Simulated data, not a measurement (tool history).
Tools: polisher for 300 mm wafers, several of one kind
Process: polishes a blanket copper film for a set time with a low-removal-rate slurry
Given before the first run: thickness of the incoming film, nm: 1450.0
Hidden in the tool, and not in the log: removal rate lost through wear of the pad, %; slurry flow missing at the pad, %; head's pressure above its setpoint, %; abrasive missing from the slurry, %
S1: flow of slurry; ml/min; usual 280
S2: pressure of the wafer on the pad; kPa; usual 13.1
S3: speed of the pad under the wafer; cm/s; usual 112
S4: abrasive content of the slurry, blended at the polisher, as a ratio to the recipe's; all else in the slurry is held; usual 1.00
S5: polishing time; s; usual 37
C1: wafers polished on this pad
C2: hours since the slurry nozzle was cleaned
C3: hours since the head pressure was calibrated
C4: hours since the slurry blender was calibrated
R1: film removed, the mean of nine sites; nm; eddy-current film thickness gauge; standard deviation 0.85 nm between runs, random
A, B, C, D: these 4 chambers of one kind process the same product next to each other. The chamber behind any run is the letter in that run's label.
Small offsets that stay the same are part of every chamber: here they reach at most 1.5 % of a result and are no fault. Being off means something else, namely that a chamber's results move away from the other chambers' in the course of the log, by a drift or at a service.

run	hour	S1	S2	S3	S4	S5	C1	C2	C3	C4	R1
1B	9.4	280	13.1	112	1.00	37	859	321.0	65.6	160.8	62.730
2C	18.6	280	13.1	112	1.00	37	630	99.9	559.1	149.3	63.011
3A	26.4	280	13.1	112	1.00	37	402	81.4	998.6	371.5	65.765
4D	33.1	280	13.1	112	1.00	37	819	164.6	203.1	63.2	66.052
5D	38.1	330	13.1	112	1.15	37	885	169.6	208.1	68.2	68.812
# hour 40.2: chamber D: worn pad replaced by a new one
6B	48.7	330	13.1	112	1.15	37	1374	360.3	104.9	200.1	68.038
# hour 50.0: chamber A: head pressure recalibrated
# hour 51.5: chamber A: worn pad replaced by a new one
# hour 52.2: chamber B: worn pad replaced by a new one
7A	55.3	330	13.1	112	1.15	37	50	110.3	5.4	400.4	67.352
8C	63.0	330	13.1	112	1.15	37	1212	144.3	603.5	193.7	63.888
9D	72.8	280	13.1	112	1.00	37	427	204.3	242.8	102.9	64.324
10B	79.5	280	13.1	112	1.00	37	358	391.1	135.7	230.9	65.974
11C	90.3	280	13.1	112	1.00	37	1570	171.6	630.8	221.0	64.670
# hour 91.1: chamber C: head pressure recalibrated
12A	97.7	280	13.1	112	1.00	37	606	152.7	47.8	442.8	64.604
# hour 101.2: chamber D: worn pad replaced by a new one
13A	106.6	280	13.1	150	1.00	37	722	161.6	56.7	451.7	87.746
# hour 109.0: chamber A: worn pad replaced by a new one
14D	114.7	280	13.1	150	1.00	37	178	246.2	284.7	144.8	85.937
15B	124.0	280	13.1	150	1.00	37	941	435.6	180.2	275.4	88.486
16C	132.7	280	13.1	150	1.00	37	2125	214.0	41.6	263.4	85.082
# hour 137.1: chamber A: slurry blender recalibrated
17C	139.8	280	13.1	112	1.00	37	2218	221.1	48.7	270.5	62.527
18D	145.5	280	13.1	112	1.00	37	581	277.0	315.5	175.6	65.882
# hour 154.2: chamber B: worn pad replaced by a new one
19B	155.7	335	13.1	112	1.15	37	20	467.3	211.9	307.1	67.783
# hour 161.5: chamber D: worn pad replaced by a new one
20A	165.1	335	13.1	112	1.15	37	735	220.1	115.2	28.1	69.712
21C	175.3	335	13.1	112	1.15	37	2683	256.6	84.2	306.0	63.444
# hour 177.0: chamber A: worn pad replaced by a new one
22D	186.3	335	13.1	112	1.15	37	325	317.8	356.3	216.4	66.977
23A	193.6	280	13.1	112	1.00	43	217	248.6	143.7	56.6	75.309
24B	198.7	280	13.1	112	1.00	43	583	510.3	254.9	350.1	74.728
25A	207.0	280	13.1	112	1.00	43	393	262.0	157.1	70.0	75.017
26B	217.4	280	13.1	112	1.00	43	828	529.0	273.6	368.8	74.186
27C	228.4	280	13.1	112	1.00	37	3379	309.7	137.3	359.1	59.581
# hour 229.4: chamber D: worn pad replaced by a new one
28D	234.1	280	13.1	112	1.00	37	62	365.6	404.1	264.2	65.399
29D	240.0	280	13.1	76	1.00	25	139	371.5	410.0	270.1	30.202
30B	246.2	280	13.1	76	1.00	25	1206	557.8	302.4	397.6	29.837
# hour 247.6: chamber D: head pressure recalibrated
# hour 249.6: chamber A: worn pad replaced by a new one
31A	254.9	280	13.1	76	1.00	25	69	309.9	205.0	117.9	30.419
# hour 261.2: chamber B: worn pad replaced by a new one
32C	264.1	280	13.1	76	1.00	25	3847	345.4	173.0	394.8	26.833
# hour 273.5: chamber C: slurry nozzle cleaned
33A	274.5	280	13.1	112	1.00	37	326	329.5	224.6	137.5	65.672
34B	282.5	280	13.1	112	1.00	37	279	594.1	338.7	433.9	63.421
# hour 289.6: chamber D: worn pad replaced by a new one
35D	291.2	280	13.1	112	1.00	37	22	422.7	43.6	321.3	65.783
36C	297.6	280	13.1	112	1.00	37	4286	24.1	206.5	428.3	59.006
37B	307.6	280	13.1	112	1.00	37	608	619.2	363.8	459.0	63.343

What goes on in this fleet: one chamber off, a drifting gauge, or nothing beyond the chambers' own small offsets? Name the chamber and the cause, if any.

Chamber C drifts away from the others.
What lies behind it: removal rate lost through wear of the pad, % = 9.36.
Not necessarily distinguishable in this log from: abrasive missing from the slurry, %.

Below are 4 candidate recipes for chamber C's next run, each the usual settings with a change, their results shown as question marks. Which of them brings C's results back in line with what the other chambers give on the usual settings?
In-line tolerance around the mean of the other chambers on the usual settings: R1 3.000 nm
38C-1	315.5	280	13.1	100	1.00	37					?
38C-2	315.5	280	13.8	120	1.00	40					?
38C-3	315.5	280	13.8	116	1.00	38					?
38C-4	315.5	280	12.4	104	1.00	35					?

Usual-settings mean across the other chambers: R1 64.772 nm
run	R1
38C-1	52.438
38C-2	71.668
38C-3	65.814
38C-4	48.833
The answer is 38C-3, which returns the chamber to within the allowed miss of the others.
